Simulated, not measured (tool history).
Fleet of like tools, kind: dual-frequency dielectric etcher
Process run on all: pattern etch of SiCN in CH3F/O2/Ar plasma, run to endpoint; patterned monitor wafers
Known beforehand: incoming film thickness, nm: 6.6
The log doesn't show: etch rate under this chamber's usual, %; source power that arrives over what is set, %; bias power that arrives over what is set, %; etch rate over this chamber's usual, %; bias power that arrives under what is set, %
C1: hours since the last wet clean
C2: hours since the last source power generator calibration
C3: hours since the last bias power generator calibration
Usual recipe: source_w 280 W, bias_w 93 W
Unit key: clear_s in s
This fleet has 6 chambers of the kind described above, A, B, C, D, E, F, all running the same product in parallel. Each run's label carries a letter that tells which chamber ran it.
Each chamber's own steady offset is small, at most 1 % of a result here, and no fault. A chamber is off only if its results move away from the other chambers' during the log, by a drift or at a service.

run 1F hour=10.0 | source_w=280 bias_w=93 | C1=365.4 C2=564.7 C3=2385.1 | clear_s=18.424
-- hour=18.1 chamber F: wet clean of the chamber
run 2B hour=22.8 | source_w=280 bias_w=93 | C1=327.0 C2=286.7 C3=2043.4 | clear_s=18.293
run 3A hour=34.4 | source_w=280 bias_w=93 | C1=87.0 C2=2252.0 C3=1358.1 | clear_s=18.049
run 4D hour=42.2 | source_w=280 bias_w=93 | C1=106.3 C2=1772.7 C3=46.7 | clear_s=18.309
run 5E hour=48.8 | source_w=280 bias_w=93 | C1=200.0 C2=2046.6 C3=64.5 | clear_s=18.354
-- hour=55.7 chamber C: source power generator calibrated
run 6C hour=56.3 | source_w=280 bias_w=93 | C1=253.2 C2=0.7 C3=2115.5 | clear_s=18.399
run 7F hour=64.2 | source_w=280 bias_w=93 | C1=46.1 C2=618.9 C3=2439.3 | clear_s=18.419
run 8E hour=74.4 | source_w=280 bias_w=93 | C1=225.6 C2=2072.2 C3=90.1 | clear_s=18.365
run 9C hour=80.5 | source_w=280 bias_w=93 | C1=277.4 C2=24.9 C3=2139.7 | clear_s=18.413
run 10A hour=87.2 | source_w=280 bias_w=93 | C1=139.8 C2=2304.8 C3=1410.9 | clear_s=18.162
run 11D hour=97.6 | source_w=280 bias_w=93 | C1=161.7 C2=1828.1 C3=102.1 | clear_s=18.408
run 12B hour=105.7 | source_w=280 bias_w=93 | C1=409.9 C2=369.6 C3=2126.3 | clear_s=18.224
run 13A hour=118.6 | source_w=280 bias_w=105 | C1=171.2 C2=2336.2 C3=1442.3 | clear_s=17.279
run 14D hour=127.3 | source_w=280 bias_w=105 | C1=191.4 C2=1857.8 C3=131.8 | clear_s=17.493
run 15E hour=133.4 | source_w=280 bias_w=105 | C1=284.6 C2=2131.2 C3=149.1 | clear_s=17.560
run 16F hour=141.0 | source_w=280 bias_w=105 | C1=122.9 C2=695.7 C3=2516.1 | clear_s=17.631
run 17C hour=151.2 | source_w=280 bias_w=105 | C1=348.1 C2=95.6 C3=2210.4 | clear_s=17.499
run 18B hour=163.2 | source_w=280 bias_w=105 | C1=467.4 C2=427.1 C3=2183.8 | clear_s=17.413
run 19B hour=169.1 | source_w=260 bias_w=93 | C1=473.3 C2=433.0 C3=2189.7 | clear_s=18.735
run 20F hour=181.8 | source_w=260 bias_w=93 | C1=163.7 C2=736.5 C3=2556.9 | clear_s=18.964
run 21E hour=188.6 | source_w=260 bias_w=93 | C1=339.8 C2=2186.4 C3=204.3 | clear_s=18.850
run 22D hour=194.2 | source_w=260 bias_w=93 | C1=258.3 C2=1924.7 C3=198.7 | clear_s=19.080
run 23A hour=203.2 | source_w=260 bias_w=93 | C1=255.8 C2=2420.8 C3=1526.9 | clear_s=18.747
run 24C hour=210.4 | source_w=260 bias_w=93 | C1=407.3 C2=154.8 C3=2269.6 | clear_s=18.811
-- hour=219.4 chamber B: wet clean of the chamber
run 25E hour=220.5 | source_w=280 bias_w=93 | C1=371.7 C2=2218.3 C3=236.2 | clear_s=18.487
run 26C hour=227.3 | source_w=280 bias_w=93 | C1=424.2 C2=171.7 C3=2286.5 | clear_s=18.311
run 27F hour=238.3 | source_w=280 bias_w=93 | C1=220.2 C2=793.0 C3=2613.4 | clear_s=18.476
run 28A hour=245.6 | source_w=280 bias_w=93 | C1=298.2 C2=2463.2 C3=1569.3 | clear_s=18.118
run 29B hour=255.2 | source_w=280 bias_w=93 | C1=35.8 C2=519.1 C3=2275.8 | clear_s=18.216
run 30D hour=261.9 | source_w=280 bias_w=93 | C1=326.0 C2=1992.4 C3=266.4 | clear_s=18.720
run 31D hour=269.1 | source_w=280 bias_w=93 | C1=333.2 C2=1999.6 C3=273.6 | clear_s=18.765
run 32B hour=275.5 | source_w=280 bias_w=93 | C1=56.1 C2=539.4 C3=2296.1 | clear_s=18.330
-- hour=278.8 chamber C: wet clean of the chamber
run 33E hour=282.6 | source_w=280 bias_w=93 | C1=433.8 C2=2280.4 C3=298.3 | clear_s=18.435
run 34F hour=295.6 | source_w=280 bias_w=93 | C1=277.5 C2=850.3 C3=2670.7 | clear_s=18.349
run 35A hour=301.9 | source_w=280 bias_w=110 | C1=354.5 C2=2519.5 C3=1625.6 | clear_s=17.111
run 36C hour=314.1 | source_w=280 bias_w=110 | C1=35.3 C2=258.5 C3=2373.3 | clear_s=17.285
run 37D hour=320.1 | source_w=280 bias_w=110 | C1=384.2 C2=2050.6 C3=324.6 | clear_s=17.637
run 38B hour=327.4 | source_w=280 bias_w=110 | C1=108.0 C2=591.3 C3=2348.0 | clear_s=17.170
run 39E hour=333.0 | source_w=280 bias_w=110 | C1=484.2 C2=2330.8 C3=348.7 | clear_s=17.287
run 40A hour=343.7 | source_w=280 bias_w=110 | C1=396.3 C2=2561.3 C3=1667.4 | clear_s=17.041
run 41F hour=355.8 | source_w=280 bias_w=93 | C1=337.7 C2=910.5 C3=2730.9 | clear_s=18.337
run 42C hour=365.8 | source_w=280 bias_w=93 | C1=87.0 C2=310.2 C3=2425.0 | clear_s=18.397
run 43F hour=373.0 | source_w=280 bias_w=93 | C1=354.9 C2=927.7 C3=2748.1 | clear_s=18.548

For the next run the whole fleet of 6 chambers uses the same settings. Give each chamber's results:
run 44A hour=382.4 | source_w=280 bias_w=93 | clear_s=?
run 44B hour=382.4 | source_w=280 bias_w=93 | clear_s=?
run 44C hour=382.4 | source_w=280 bias_w=93 | clear_s=?
run 44D hour=382.4 | source_w=280 bias_w=93 | clear_s=?
run 44E hour=382.4 | source_w=280 bias_w=93 | clear_s=?
run 44F hour=382.4 | source_w=280 bias_w=93 | clear_s=?

run=44A clear_s=18.290
run=44B clear_s=18.230
run=44C clear_s=18.371
run=44D clear_s=18.981
run=44E clear_s=18.422
run=44F clear_s=18.438

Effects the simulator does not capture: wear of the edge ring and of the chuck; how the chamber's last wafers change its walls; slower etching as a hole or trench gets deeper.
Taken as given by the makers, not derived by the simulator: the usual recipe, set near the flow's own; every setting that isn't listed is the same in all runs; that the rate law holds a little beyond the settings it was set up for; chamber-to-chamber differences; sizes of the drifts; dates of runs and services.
